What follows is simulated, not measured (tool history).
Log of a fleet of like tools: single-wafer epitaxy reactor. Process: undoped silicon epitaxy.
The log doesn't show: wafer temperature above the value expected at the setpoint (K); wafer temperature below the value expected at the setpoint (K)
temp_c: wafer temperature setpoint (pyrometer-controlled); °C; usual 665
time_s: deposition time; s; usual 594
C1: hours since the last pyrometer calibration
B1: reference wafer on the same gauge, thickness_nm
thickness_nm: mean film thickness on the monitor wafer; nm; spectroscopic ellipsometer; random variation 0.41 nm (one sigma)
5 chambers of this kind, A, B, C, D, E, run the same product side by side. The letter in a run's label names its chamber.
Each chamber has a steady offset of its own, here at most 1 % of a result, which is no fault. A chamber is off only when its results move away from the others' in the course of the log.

Run 1B, hour 4: usual settings; C1 332.2; B1 137.01. Result: thickness_nm 138.38 nm.
Run 2A, hour 7.5: usual settings; C1 1266; B1 137. Result: thickness_nm 137.96 nm.
Run 3C, hour 11.2: usual settings; C1 2513.4; B1 137.04. Result: thickness_nm 137.52 nm.
Run 4D, hour 13.3: usual settings; C1 972; B1 136.97. Result: thickness_nm 136.7 nm.
Run 5E, hour 15.5: usual settings; C1 923.1; B1 136.98. Result: thickness_nm 138.72 nm.
Run 6A, hour 19.3: usual settings but temp_c 651 °C, time_s 516 s; C1 1277.8; B1 137.08. Result: thickness_nm 88.42 nm.
Run 7D, hour 22.6: usual settings but temp_c 651 °C, time_s 516 s; C1 981.3; B1 137.03. Result: thickness_nm 88.291 nm.
Run 8C, hour 26.8: usual settings but temp_c 651 °C, time_s 516 s; C1 2529; B1 136.86. Result: thickness_nm 88.042 nm.
Run 9E, hour 29.1: usual settings but temp_c 651 °C, time_s 516 s; C1 936.7; B1 136.95. Result: thickness_nm 88.306 nm.
Run 10B, hour 31.4: usual settings but temp_c 651 °C, time_s 516 s; C1 359.6; B1 137.1. Result: thickness_nm 89.068 nm.
Run 11B, hour 34.5: usual settings; C1 362.7; B1 137.01. Result: thickness_nm 137.82 nm.
Run 12C, hour 37.8: usual settings but temp_c 654 °C, time_s 693 s; C1 2540; B1 137.03. Result: thickness_nm 125.68 nm.
Run 13A, hour 41.2: usual settings but temp_c 654 °C, time_s 693 s; C1 1299.7; B1 137.07. Result: thickness_nm 126.62 nm.
Run 14E, hour 44.1: usual settings but temp_c 654 °C, time_s 693 s; C1 951.7; B1 136.95. Result: thickness_nm 126.53 nm.
Run 15D, hour 46.1: usual settings but temp_c 654 °C, time_s 693 s; C1 1004.8; B1 137.04. Result: thickness_nm 126.89 nm.
Run 16A, hour 49: usual settings but temp_c 654 °C, time_s 693 s; C1 1307.5; B1 136.97. Result: thickness_nm 127.19 nm.
Run 17B, hour 52.5: usual settings; C1 380.7; B1 136.98. Result: thickness_nm 137.99 nm.
Run 18C, hour 54.4: usual settings but temp_c 679 °C; C1 2556.6; B1 137.03. Result: thickness_nm 181.66 nm.
Run 19E, hour 56.8: usual settings but temp_c 679 °C; C1 964.4; B1 137.01. Result: thickness_nm 183.98 nm.
Run 20D, hour 60.6: usual settings but temp_c 679 °C; C1 1019.3; B1 137.03. Result: thickness_nm 183.69 nm.
Run 21E, hour 63.4: usual settings but temp_c 679 °C; C1 971; B1 136.96. Result: thickness_nm 185.09 nm.
At hour 64.9: chamber C: pyrometer calibrated.
Run 22D, hour 67.4: usual settings but temp_c 679 °C; C1 1026.1; B1 137. Result: thickness_nm 185.1 nm.
Run 23A, hour 71.6: usual settings; C1 1330.1; B1 137. Result: thickness_nm 138.48 nm.
Run 24C, hour 73.6: usual settings; C1 8.8; B1 137.07. Result: thickness_nm 133.12 nm.
Run 25B, hour 76.5: usual settings; C1 404.7; B1 136.92. Result: thickness_nm 139.22 nm.
Run 26D, hour 79.7: usual settings but time_s 496 s; C1 1038.4; B1 136.95. Result: thickness_nm 114.67 nm.
Run 27A, hour 83.3: usual settings but time_s 496 s; C1 1341.8; B1 137.03. Result: thickness_nm 114.85 nm.
Run 28B, hour 85.8: usual settings but time_s 496 s; C1 414; B1 136.93. Result: thickness_nm 115.32 nm.
Run 29C, hour 88.6: usual settings but time_s 496 s; C1 23.8; B1 136.99. Result: thickness_nm 111.33 nm.
Run 30E, hour 91.3: usual settings but time_s 496 s; C1 998.9; B1 136.93. Result: thickness_nm 115.14 nm.
Run 31A, hour 94.8: usual settings; C1 1353.3; B1 136.99. Result: thickness_nm 138.38 nm.
Run 32B, hour 97.6: usual settings; C1 425.8; B1 137.06. Result: thickness_nm 138.59 nm.
Run 33D, hour 101: usual settings; C1 1059.7; B1 136.95. Result: thickness_nm 138.31 nm.
Run 34C, hour 103.8: usual settings; C1 39; B1 136.98. Result: thickness_nm 132.67 nm.
Run 35E, hour 106.3: usual settings; C1 1013.9; B1 136.95. Result: thickness_nm 138.27 nm.
Run 36B, hour 108.3: usual settings; C1 436.5; B1 137.01. Result: thickness_nm 137.88 nm.
Run 37E, hour 110.8: usual settings; C1 1018.4; B1 136.95. Result: thickness_nm 138.04 nm.
Run 38A, hour 112.7: usual settings; C1 1371.2; B1 137.05. Result: thickness_nm 137.61 nm.
Run 39C, hour 116.2: usual settings; C1 51.4; B1 136.99. Result: thickness_nm 132.96 nm.
Run 40D, hour 118.2: usual settings; C1 1076.9; B1 137. Result: thickness_nm 137.51 nm.

Next, every chamber runs the same settings. What will each give?
Run 41A, hour 121.3: usual settings. Result: thickness_nm ?.
Run 41B, hour 121.3: usual settings. Result: thickness_nm ?.
Run 41C, hour 121.3: usual settings. Result: thickness_nm ?.
Run 41D, hour 121.3: usual settings. Result: thickness_nm ?.
Run 41E, hour 121.3: usual settings. Result: thickness_nm ?.

run  thickness_nm
41A        137.74
41B        138.74
41C        133.39
41D        137.71
41E         138.1

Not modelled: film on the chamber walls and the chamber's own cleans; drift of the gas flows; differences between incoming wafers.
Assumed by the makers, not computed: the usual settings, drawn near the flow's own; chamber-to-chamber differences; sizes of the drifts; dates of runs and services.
